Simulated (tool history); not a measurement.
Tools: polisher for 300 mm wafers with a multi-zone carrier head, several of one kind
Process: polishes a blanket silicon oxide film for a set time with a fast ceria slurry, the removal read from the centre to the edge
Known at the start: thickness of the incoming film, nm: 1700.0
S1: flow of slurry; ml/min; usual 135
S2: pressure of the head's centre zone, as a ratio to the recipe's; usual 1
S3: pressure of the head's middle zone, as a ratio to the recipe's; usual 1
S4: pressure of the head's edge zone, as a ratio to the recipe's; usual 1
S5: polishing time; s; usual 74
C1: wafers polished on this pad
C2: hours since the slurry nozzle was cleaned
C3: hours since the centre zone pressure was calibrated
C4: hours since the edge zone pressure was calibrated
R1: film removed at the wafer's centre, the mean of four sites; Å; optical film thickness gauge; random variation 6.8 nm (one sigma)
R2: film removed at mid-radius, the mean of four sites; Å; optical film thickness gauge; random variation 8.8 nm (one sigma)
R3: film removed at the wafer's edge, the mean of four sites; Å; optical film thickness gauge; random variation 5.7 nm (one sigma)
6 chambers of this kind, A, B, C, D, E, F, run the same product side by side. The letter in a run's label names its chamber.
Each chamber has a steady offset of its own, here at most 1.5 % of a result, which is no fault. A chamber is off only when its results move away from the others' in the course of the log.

run 1E day=0.254 | S1=135 S2=1 S3=1 S4=1 S5=74 | C1=465 C2=102.7 C3=105.3 C4=261.2 | R1=6431.7 R2=6626.8 R3=6531
run 2F day=0.517 | S1=135 S2=1 S3=1 S4=1 S5=74 | C1=292 C2=165.9 C3=263.2 C4=145.6 | R1=6492.6 R2=6553.4 R3=6440.7
run 3A day=0.938 | S1=135 S2=1 S3=1 S4=1 S5=74 | C1=913 C2=601.2 C3=322.7 C4=170.2 | R1=6439.6 R2=6451.5 R3=6484.3
-- day=1.217 chamber D: centre zone pressure recalibrated
run 4B day=1.496 | S1=135 S2=1 S3=1 S4=1 S5=74 | C1=331 C2=346.5 C3=395.3 C4=708.9 | R1=6552.8 R2=6673.4 R3=6458.3
-- day=1.546 chamber B: centre zone pressure recalibrated
-- day=1.583 chamber E: worn pad replaced by a new one
run 5D day=1.921 | S1=135 S2=1 S3=1 S4=1 S5=74 | C1=760 C2=117 C3=16.9 C4=199.1 | R1=6403.7 R2=6504 R3=6382.5
-- day=2.125 chamber A: worn pad replaced by a new one
-- day=2.283 chamber C: worn pad replaced by a new one
-- day=2.379 chamber C: slurry nozzle cleaned
run 6C day=2.458 | S1=135 S2=1 S3=1 S4=1 S5=74 | C1=34 C2=2 C3=626.3 C4=266.6 | R1=6451.8 R2=6514.5 R3=6475.8
run 7B day=2.996 | S1=135 S2=1 S3=1 S4=1 S5=74 | C1=620 C2=382.5 C3=34.8 C4=744.9 | R1=6525.6 R2=6572.9 R3=6520.1
-- day=3.192 chamber B: worn pad replaced by a new one
run 8F day=3.517 | S1=135 S2=0.96 S3=1 S4=1 S5=74 | C1=869 C2=237.9 C3=335.2 C4=217.6 | R1=6193.7 R2=6522.5 R3=6427
-- day=3.55 chamber F: worn pad replaced by a new one
run 9D day=3.796 | S1=135 S2=0.96 S3=1 S4=1 S5=74 | C1=1121 C2=162 C3=61.9 C4=244.1 | R1=6170 R2=6393.7 R3=6431.2
run 10A day=4.246 | S1=135 S2=0.96 S3=1 S4=1 S5=74 | C1=408 C2=680.6 C3=402.1 C4=249.6 | R1=6161.1 R2=6584.3 R3=6624.6
run 11E day=4.692 | S1=135 S2=0.96 S3=1 S4=1 S5=74 | C1=598 C2=209.2 C3=211.8 C4=367.7 | R1=6124.6 R2=6420 R3=6581.8
-- day=4.829 chamber E: worn pad replaced by a new one
run 12C day=4.958 | S1=135 S2=0.96 S3=1 S4=1 S5=74 | C1=514 C2=62 C3=686.3 C4=326.6 | R1=6157.3 R2=6480.8 R3=6459.1
run 13E day=5.2 | S1=135 S2=0.96 S3=1 S4=1 S5=74 | C1=71 C2=221.4 C3=224 C4=379.9 | R1=6136.3 R2=6622.2 R3=6484.7
run 14F day=5.512 | S1=135 S2=1 S3=1 S4=1 S5=74 | C1=377 C2=285.8 C3=383.1 C4=265.5 | R1=6495.5 R2=6330.1 R3=6598
run 15C day=5.904 | S1=135 S2=1 S3=1 S4=1 S5=74 | C1=696 C2=84.7 C3=709 C4=349.3 | R1=6578.5 R2=6334 R3=6453.6
run 16D day=6.229 | S1=135 S2=1 S3=1 S4=1 S5=74 | C1=1588 C2=220.4 C3=120.3 C4=302.5 | R1=6504.2 R2=6573.1 R3=6442.1
-- day=6.346 chamber C: centre zone pressure recalibrated
run 17A day=6.471 | S1=135 S2=1 S3=1 S4=1 S5=74 | C1=836 C2=734 C3=455.5 C4=303 | R1=6402.2 R2=6397 R3=6521.7
-- day=6.983 chamber B: worn pad replaced by a new one
run 18B day=7.025 | S1=135 S2=1 S3=1 S4=1 S5=74 | C1=8 C2=479.2 C3=131.5 C4=841.6 | R1=6508 R2=6415.6 R3=6356.1
-- day=7.288 chamber C: worn pad replaced by a new one
run 19D day=7.462 | S1=135 S2=1 S3=1 S4=1.08 S5=74 | C1=1826 C2=250 C3=149.9 C4=332.1 | R1=6372.7 R2=6362.5 R3=6557.2
run 20F day=7.792 | S1=135 S2=1 S3=1 S4=1.08 S5=74 | C1=816 C2=340.5 C3=437.8 C4=320.2 | R1=6382.1 R2=6579.6 R3=6846.4
-- day=7.925 chamber E: worn pad replaced by a new one
-- day=8.325 chamber F: worn pad replaced by a new one
run 21E day=8.35 | S1=135 S2=1 S3=1 S4=1.08 S5=74 | C1=82 C2=297 C3=299.6 C4=455.5 | R1=6464.9 R2=6650.1 R3=6812.4
run 22A day=8.833 | S1=135 S2=1 S3=1 S4=1.08 S5=74 | C1=1290 C2=790.7 C3=512.2 C4=359.7 | R1=6463 R2=6357.7 R3=6692
-- day=8.996 chamber A: worn pad replaced by a new one
run 23C day=9.146 | S1=135 S2=1 S3=1 S4=1.08 S5=74 | C1=357 C2=162.5 C3=67.3 C4=427.1 | R1=6496.3 R2=6430.5 R3=6746.7
run 24B day=9.442 | S1=135 S2=1 S3=1 S4=1.08 S5=74 | C1=473 C2=537.2 C3=189.5 C4=899.6 | R1=6508.8 R2=6517.1 R3=6921.8
run 25F day=9.971 | S1=135 S2=1 S3=1 S4=1 S5=74 | C1=317 C2=392.8 C3=490.1 C4=372.5 | R1=6516.5 R2=6511.5 R3=6433.2
run 26D day=10.504 | S1=135 S2=1 S3=1 S4=1 S5=74 | C1=2411 C2=323 C3=222.9 C4=405.1 | R1=6176.7 R2=6193.6 R3=6134.8
run 27E day=10.829 | S1=135 S2=1 S3=1 S4=1 S5=74 | C1=559 C2=356.5 C3=359.1 C4=515 | R1=6258.4 R2=6564.4 R3=6617.7
-- day=10.942 chamber B: worn pad replaced by a new one
run 28A day=11.233 | S1=135 S2=1 S3=1 S4=1 S5=74 | C1=430 C2=848.3 C3=569.8 C4=417.3 | R1=6463.6 R2=6440 R3=6601
-- day=11.692 chamber E: worn pad replaced by a new one
run 29B day=11.783 | S1=135 S2=1 S3=1 S4=1 S5=74 | C1=162 C2=593.4 C3=245.7 C4=955.8 | R1=6473.7 R2=6427.8 R3=6392.9
-- day=11.896 chamber A: edge zone pressure recalibrated
-- day=11.938 chamber F: centre zone pressure recalibrated
-- day=12.075 chamber E: edge zone pressure recalibrated
run 30C day=12.096 | S1=135 S2=1 S3=1 S4=1 S5=74 | C1=924 C2=233.3 C3=138.1 C4=497.9 | R1=6459.3 R2=6417.2 R3=6505.5
-- day=12.204 chamber E: slurry nozzle cleaned
-- day=12.425 chamber F: worn pad replaced by a new one
run 31F day=12.512 | S1=135 S2=1 S3=1 S4=1 S5=74 | C1=17 C2=453.8 C3=13.9 C4=433.5 | R1=6456.5 R2=6416.5 R3=6568
run 32B day=12.942 | S1=135 S2=1 S3=1 S4=0.9 S5=60 | C1=385 C2=621.2 C3=273.5 C4=983.6 | R1=5195 R2=5319.5 R3=5006.1
-- day=13.133 chamber A: slurry nozzle cleaned
run 33D day=13.238 | S1=135 S2=1 S3=1 S4=0.9 S5=60 | C1=2936 C2=388.6 C3=288.5 C4=470.7 | R1=4827 R2=4754.1 R3=4509.2
-- day=13.367 chamber C: worn pad replaced by a new one
run 34C day=13.608 | S1=135 S2=1 S3=1 S4=0.9 S5=60 | C1=47 C2=269.6 C3=174.4 C4=534.2 | R1=5188.1 R2=5151.2 R3=4958.7
run 35E day=14.038 | S1=135 S2=1 S3=1 S4=0.9 S5=60 | C1=451 C2=44.1 C3=436.1 C4=47.1 | R1=5202.1 R2=5349 R3=5048
-- day=14.154 chamber B: worn pad replaced by a new one
run 36A day=14.538 | S1=135 S2=1 S3=1 S4=0.9 S5=60 | C1=1066 C2=33.8 C3=649.1 C4=63.4 | R1=5207.1 R2=5322.1 R3=4983.7
run 37D day=14.85 | S1=135 S2=1 S3=1 S4=0.9 S5=60 | C1=3246 C2=427.3 C3=327.2 C4=509.4 | R1=4780 R2=4679.4 R3=4527.8
run 38C day=15.2 | S1=135 S2=1 S3=1 S4=1 S5=74 | C1=353 C2=307.8 C3=212.6 C4=572.4 | R1=6451.9 R2=6542.3 R3=6471.5
-- day=15.412 chamber E: worn pad replaced by a new one
run 39A day=15.742 | S1=135 S2=1 S3=1 S4=1 S5=74 | C1=1297 C2=62.7 C3=678 C4=92.3 | R1=6368 R2=6630.5 R3=6515.9
run 40F day=16.208 | S1=135 S2=1 S3=1 S4=1 S5=74 | C1=727 C2=542.5 C3=102.6 C4=522.2 | R1=6473.4 R2=6425.9 R3=6543.6
-- day=16.392 chamber B: edge zone pressure recalibrated
run 41B day=16.483 | S1=135 S2=1 S3=1 S4=1 S5=74 | C1=448 C2=706.2 C3=358.5 C4=2.3 | R1=6636.2 R2=6761.7 R3=6491.8
run 42E day=17.038 | S1=135 S2=1 S3=1 S4=1 S5=74 | C1=312 C2=116.1 C3=508.1 C4=119.1 | R1=6399.9 R2=6613.2 R3=6485.4
run 43E day=17.433 | S1=135 S2=1 S3=1 S4=1 S5=74 | C1=388 C2=125.6 C3=517.6 C4=128.6 | R1=6482.8 R2=6545.9 R3=6416.5

All 6 chambers run these settings next. Forecast each chamber's results:
run 44A day=17.833 | S1=135 S2=1 S3=1 S4=1 S5=74 | R1=? R2=? R3=?
run 44B day=17.833 | S1=135 S2=1 S3=1 S4=1 S5=74 | R1=? R2=? R3=?
run 44C day=17.833 | S1=135 S2=1 S3=1 S4=1 S5=74 | R1=? R2=? R3=?
run 44D day=17.833 | S1=135 S2=1 S3=1 S4=1 S5=74 | R1=? R2=? R3=?
run 44E day=17.833 | S1=135 S2=1 S3=1 S4=1 S5=74 | R1=? R2=? R3=?
run 44F day=17.833 | S1=135 S2=1 S3=1 S4=1 S5=74 | R1=? R2=? R3=?

run=44A R1=6471.7 R2=6386.3 R3=6472.3
run=44B R1=6610.5 R2=6490 R3=6419.6
run=44C R1=6627.8 R2=6433.9 R3=6419.9
run=44D R1=5690.3 R2=5674.2 R3=5736.4
run=44E R1=6493.1 R2=6493.6 R3=6497.8
run=44F R1=6590.6 R2=6424.8 R3=6494.5
